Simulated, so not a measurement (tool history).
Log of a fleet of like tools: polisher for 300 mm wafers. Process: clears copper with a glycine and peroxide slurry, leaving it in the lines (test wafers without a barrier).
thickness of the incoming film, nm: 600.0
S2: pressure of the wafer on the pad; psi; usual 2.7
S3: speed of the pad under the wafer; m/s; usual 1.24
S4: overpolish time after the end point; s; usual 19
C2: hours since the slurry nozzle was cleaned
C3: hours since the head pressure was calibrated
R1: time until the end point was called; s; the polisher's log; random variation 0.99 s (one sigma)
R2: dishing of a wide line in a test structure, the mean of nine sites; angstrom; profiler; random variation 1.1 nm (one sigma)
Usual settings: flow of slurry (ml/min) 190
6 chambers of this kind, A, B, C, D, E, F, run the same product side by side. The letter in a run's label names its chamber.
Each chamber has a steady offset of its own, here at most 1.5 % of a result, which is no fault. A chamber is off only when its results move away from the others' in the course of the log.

{"run": "1C", "hour": 9.7, "flow of slurry (ml/min)": 190, "S2": 2.7, "S3": 1.24, "S4": 19, "wafers polished on this pad": 321, "C2": 267.8, "C3": 850.6, "R1": 85.68, "R2": 686.36}
{"run": "2F", "hour": 17.9, "flow of slurry (ml/min)": 190, "S2": 2.7, "S3": 1.24, "S4": 19, "wafers polished on this pad": 1022, "C2": 183.0, "C3": 1104.0, "R1": 85.345, "R2": 666.05}
{"run": "3E", "hour": 27.4, "flow of slurry (ml/min)": 190, "S2": 2.7, "S3": 1.24, "S4": 19, "wafers polished on this pad": 577, "C2": 338.9, "C3": 460.6, "R1": 85.83, "R2": 670.23}
{"hour": 35.7, "done": "chamber C: worn pad replaced by a new one"}
{"hour": 38.5, "done": "chamber B: worn pad replaced by a new one"}
{"run": "4A", "hour": 39.7, "flow of slurry (ml/min)": 190, "S2": 2.7, "S3": 1.24, "S4": 19, "wafers polished on this pad": 569, "C2": 402.1, "C3": 194.4, "R1": 84.121, "R2": 663.1}
{"hour": 45.5, "done": "chamber D: worn pad replaced by a new one"}
{"run": "5B", "hour": 51.4, "flow of slurry (ml/min)": 190, "S2": 2.7, "S3": 1.24, "S4": 19, "wafers polished on this pad": 102, "C2": 218.6, "C3": 391.4, "R1": 82.696, "R2": 664.7}
{"run": "6D", "hour": 57.9, "flow of slurry (ml/min)": 190, "S2": 2.7, "S3": 1.24, "S4": 19, "wafers polished on this pad": 97, "C2": 73.5, "C3": 509.7, "R1": 82.288, "R2": 677.25}
{"hour": 59.9, "done": "chamber F: head pressure recalibrated"}
{"run": "7C", "hour": 69.3, "flow of slurry (ml/min)": 190, "S2": 3.1, "S3": 1.24, "S4": 19, "wafers polished on this pad": 265, "C2": 327.4, "C3": 910.2, "R1": 73.113, "R2": 751.18}
{"hour": 69.8, "done": "chamber A: slurry nozzle cleaned"}
{"run": "8E", "hour": 77.5, "flow of slurry (ml/min)": 190, "S2": 3.1, "S3": 1.24, "S4": 19, "wafers polished on this pad": 971, "C2": 389.0, "C3": 510.7, "R1": 75.566, "R2": 717.78}
{"run": "9F", "hour": 83.4, "flow of slurry (ml/min)": 190, "S2": 3.1, "S3": 1.24, "S4": 19, "wafers polished on this pad": 1537, "C2": 248.5, "C3": 23.6, "R1": 74.354, "R2": 721.84}
{"run": "10A", "hour": 92.9, "flow of slurry (ml/min)": 190, "S2": 3.1, "S3": 1.24, "S4": 19, "wafers polished on this pad": 987, "C2": 23.1, "C3": 247.6, "R1": 74.164, "R2": 738.2}
{"hour": 98.4, "done": "chamber F: worn pad replaced by a new one"}
{"run": "11D", "hour": 99.1, "flow of slurry (ml/min)": 190, "S2": 3.1, "S3": 1.24, "S4": 19, "wafers polished on this pad": 422, "C2": 114.7, "C3": 550.9, "R1": 74.343, "R2": 733.08}
{"hour": 102.0, "done": "chamber A: worn pad replaced by a new one"}
{"run": "12B", "hour": 104.9, "flow of slurry (ml/min)": 190, "S2": 3.1, "S3": 1.24, "S4": 19, "wafers polished on this pad": 523, "C2": 272.1, "C3": 444.9, "R1": 75.356, "R2": 731.34}
{"run": "13F", "hour": 111.6, "flow of slurry (ml/min)": 155, "S2": 2.7, "S3": 1.56, "S4": 19, "wafers polished on this pad": 104, "C2": 276.7, "C3": 51.8, "R1": 71.391, "R2": 725.02}
{"run": "14D", "hour": 117.6, "flow of slurry (ml/min)": 155, "S2": 2.7, "S3": 1.56, "S4": 19, "wafers polished on this pad": 567, "C2": 133.2, "C3": 569.4, "R1": 72.277, "R2": 728.07}
{"hour": 123.5, "done": "chamber C: worn pad replaced by a new one"}
{"run": "15B", "hour": 127.9, "flow of slurry (ml/min)": 155, "S2": 2.7, "S3": 1.56, "S4": 19, "wafers polished on this pad": 704, "C2": 295.1, "C3": 467.9, "R1": 73.321, "R2": 718.66}
{"hour": 131.5, "done": "chamber B: head pressure recalibrated"}
{"hour": 132.0, "done": "chamber C: head pressure recalibrated"}
{"run": "16A", "hour": 133.6, "flow of slurry (ml/min)": 155, "S2": 2.7, "S3": 1.56, "S4": 19, "wafers polished on this pad": 249, "C2": 63.8, "C3": 288.3, "R1": 73.066, "R2": 746.08}
{"run": "17E", "hour": 145.7, "flow of slurry (ml/min)": 155, "S2": 2.7, "S3": 1.56, "S4": 19, "wafers polished on this pad": 1508, "C2": 457.2, "C3": 578.9, "R1": 75.82, "R2": 720.19}
{"run": "18C", "hour": 158.2, "flow of slurry (ml/min)": 155, "S2": 2.7, "S3": 1.56, "S4": 19, "wafers polished on this pad": 273, "C2": 416.3, "C3": 26.3, "R1": 71.221, "R2": 729.55}
{"run": "19B", "hour": 166.1, "flow of slurry (ml/min)": 190, "S2": 2.7, "S3": 1.24, "S4": 19, "wafers polished on this pad": 1005, "C2": 333.3, "C3": 34.6, "R1": 83.287, "R2": 666.25}
{"run": "20E", "hour": 178.4, "flow of slurry (ml/min)": 190, "S2": 2.7, "S3": 1.24, "S4": 19, "wafers polished on this pad": 1765, "C2": 489.9, "C3": 611.6, "R1": 89.542, "R2": 655.71}
{"run": "21A", "hour": 186.1, "flow of slurry (ml/min)": 190, "S2": 2.7, "S3": 1.24, "S4": 19, "wafers polished on this pad": 662, "C2": 116.3, "C3": 340.8, "R1": 85.494, "R2": 682.51}
{"run": "22D", "hour": 192.7, "flow of slurry (ml/min)": 190, "S2": 2.7, "S3": 1.24, "S4": 19, "wafers polished on this pad": 1159, "C2": 208.3, "C3": 644.5, "R1": 84.638, "R2": 673.46}
{"hour": 195.2, "done": "chamber C: worn pad replaced by a new one"}
{"hour": 196.3, "done": "chamber B: worn pad replaced by a new one"}
{"run": "23C", "hour": 201.1, "flow of slurry (ml/min)": 190, "S2": 2.7, "S3": 1.24, "S4": 19, "wafers polished on this pad": 46, "C2": 459.2, "C3": 69.2, "R1": 81.921, "R2": 697.63}
{"hour": 202.5, "done": "chamber F: slurry nozzle cleaned"}
{"hour": 210.6, "done": "chamber A: worn pad replaced by a new one"}
{"run": "24F", "hour": 211.9, "flow of slurry (ml/min)": 190, "S2": 2.7, "S3": 1.24, "S4": 19, "wafers polished on this pad": 893, "C2": 9.5, "C3": 152.1, "R1": 85.962, "R2": 667.32}
{"run": "25F", "hour": 221.4, "flow of slurry (ml/min)": 190, "S2": 2.7, "S3": 1.24, "S4": 19, "wafers polished on this pad": 968, "C2": 19.0, "C3": 161.6, "R1": 83.169, "R2": 675.91}
{"hour": 224.8, "done": "chamber D: worn pad replaced by a new one"}
{"run": "26C", "hour": 230.3, "flow of slurry (ml/min)": 190, "S2": 2.7, "S3": 1.24, "S4": 19, "wafers polished on this pad": 276, "C2": 488.4, "C3": 98.4, "R1": 84.337, "R2": 677.92}
{"hour": 237.5, "done": "chamber C: slurry nozzle cleaned"}
{"run": "27A", "hour": 242.4, "flow of slurry (ml/min)": 190, "S2": 2.7, "S3": 1.24, "S4": 19, "wafers polished on this pad": 250, "C2": 172.6, "C3": 397.1, "R1": 84.635, "R2": 694.36}
{"run": "28E", "hour": 253.1, "flow of slurry (ml/min)": 190, "S2": 2.7, "S3": 1.24, "S4": 19, "wafers polished on this pad": 2354, "C2": 564.6, "C3": 686.3, "R1": 90.535, "R2": 649.61}
{"run": "29B", "hour": 259.5, "flow of slurry (ml/min)": 190, "S2": 2.7, "S3": 1.24, "S4": 19, "wafers polished on this pad": 498, "C2": 426.7, "C3": 128.0, "R1": 83.671, "R2": 686.87}
{"hour": 269.2, "done": "chamber C: worn pad replaced by a new one"}
{"hour": 271.2, "done": "chamber E: slurry nozzle cleaned"}
{"run": "30D", "hour": 271.6, "flow of slurry (ml/min)": 190, "S2": 2.4, "S3": 1.46, "S4": 19, "wafers polished on this pad": 368, "C2": 287.2, "C3": 723.4, "R1": 81.002, "R2": 675.56}
{"run": "31E", "hour": 277.7, "flow of slurry (ml/min)": 190, "S2": 2.4, "S3": 1.46, "S4": 19, "wafers polished on this pad": 2547, "C2": 6.6, "C3": 710.9, "R1": 88.924, "R2": 654.41}
{"hour": 283.8, "done": "chamber B: slurry nozzle cleaned"}
{"run": "32A", "hour": 286.9, "flow of slurry (ml/min)": 190, "S2": 2.4, "S3": 1.46, "S4": 19, "wafers polished on this pad": 600, "C2": 217.1, "C3": 441.6, "R1": 81.487, "R2": 665.22}
{"hour": 289.9, "done": "chamber F: worn pad replaced by a new one"}
{"run": "33D", "hour": 296.9, "flow of slurry (ml/min)": 190, "S2": 2.4, "S3": 1.46, "S4": 19, "wafers polished on this pad": 568, "C2": 312.5, "C3": 748.7, "R1": 80.528, "R2": 691.58}
{"run": "34C", "hour": 308.2, "flow of slurry (ml/min)": 190, "S2": 2.4, "S3": 1.46, "S4": 19, "wafers polished on this pad": 307, "C2": 70.7, "C3": 176.3, "R1": 81.076, "R2": 687.98}
{"run": "35F", "hour": 319.9, "flow of slurry (ml/min)": 190, "S2": 2.4, "S3": 1.46, "S4": 19, "wafers polished on this pad": 236, "C2": 117.5, "C3": 260.1, "R1": 80.292, "R2": 688.47}
{"run": "36B", "hour": 330.0, "flow of slurry (ml/min)": 190, "S2": 2.7, "S3": 1.24, "S4": 19, "wafers polished on this pad": 1053, "C2": 46.3, "C3": 198.5, "R1": 85.274, "R2": 675.86}
{"hour": 334.8, "done": "chamber A: worn pad replaced by a new one"}
{"hour": 338.7, "done": "chamber B: worn pad replaced by a new one"}
{"run": "37A", "hour": 338.7, "flow of slurry (ml/min)": 225, "S2": 2.7, "S3": 1.24, "S4": 19, "wafers polished on this pad": 30, "C2": 268.9, "C3": 493.4, "R1": 83.059, "R2": 705.02}
{"run": "38F", "hour": 346.8, "flow of slurry (ml/min)": 225, "S2": 2.7, "S3": 1.24, "S4": 19, "wafers polished on this pad": 448, "C2": 144.4, "C3": 287.0, "R1": 82.872, "R2": 664.09}
{"hour": 348.2, "done": "chamber C: worn pad replaced by a new one"}
{"run": "39E", "hour": 355.2, "flow of slurry (ml/min)": 225, "S2": 2.7, "S3": 1.24, "S4": 19, "wafers polished on this pad": 3157, "C2": 84.1, "C3": 788.4, "R1": 89.931, "R2": 632.43}
{"run": "40B", "hour": 367.3, "flow of slurry (ml/min)": 225, "S2": 2.7, "S3": 1.24, "S4": 19, "wafers polished on this pad": 225, "C2": 83.6, "C3": 235.8, "R1": 81.837, "R2": 691.38}
{"run": "41D", "hour": 373.4, "flow of slurry (ml/min)": 225, "S2": 2.7, "S3": 1.24, "S4": 19, "wafers polished on this pad": 1170, "C2": 389.0, "C3": 825.2, "R1": 82.637, "R2": 687.46}
{"run": "42C", "hour": 384.2, "flow of slurry (ml/min)": 225, "S2": 2.7, "S3": 1.24, "S4": 19, "wafers polished on this pad": 283, "C2": 146.7, "C3": 252.3, "R1": 82.691, "R2": 703.88}
{"run": "43E", "hour": 390.9, "flow of slurry (ml/min)": 190, "S2": 2.7, "S3": 1.24, "S4": 19, "wafers polished on this pad": 3439, "C2": 119.8, "C3": 824.1, "R1": 93.942, "R2": 620.31}

Is one chamber off against the others, does the gauge drift, or is nothing wrong? If a chamber is off, say which, and what the likeliest cause is.

Chamber E drifts away from the others.
Cause: removal rate lost through wear of the pad, % = 8.74.
The log may not tell that from: head's pressure below its setpoint, %.

Here are 4 candidates for chamber E's next run, each the usual settings with a change, their results left as question marks. Which one brings its results back in line with what the others give on the usual settings?
In line means no further than this from the other chambers' mean on the usual settings: R1 3.500 s; R2 37.00 angstrom
{"run": "44E-1", "hour": 399.8, "flow of slurry (ml/min)": 190, "S2": 2.7, "S3": 1.26, "S4": 19, "R1": "?", "R2": "?"}
{"run": "44E-2", "hour": 399.8, "flow of slurry (ml/min)": 190, "S2": 2.6, "S3": 1.16, "S4": 19, "R1": "?", "R2": "?"}
{"run": "44E-3", "hour": 399.8, "flow of slurry (ml/min)": 190, "S2": 2.7, "S3": 1.22, "S4": 19, "R1": "?", "R2": "?"}
{"run": "44E-4", "hour": 399.8, "flow of slurry (ml/min)": 190, "S2": 2.8, "S3": 1.32, "S4": 19, "R1": "?", "R2": "?"}

The other chambers' mean on the usual settings: R1 84.256 s; R2 675.19 angstrom
run=44E-1 R1=91.320 R2=637.08
run=44E-2 R1=101.110 R2=600.55
run=44E-3 R1=93.861 R2=627.73
run=44E-4 R1=85.043 R2=663.17
44E-4 brings the chamber back in line.

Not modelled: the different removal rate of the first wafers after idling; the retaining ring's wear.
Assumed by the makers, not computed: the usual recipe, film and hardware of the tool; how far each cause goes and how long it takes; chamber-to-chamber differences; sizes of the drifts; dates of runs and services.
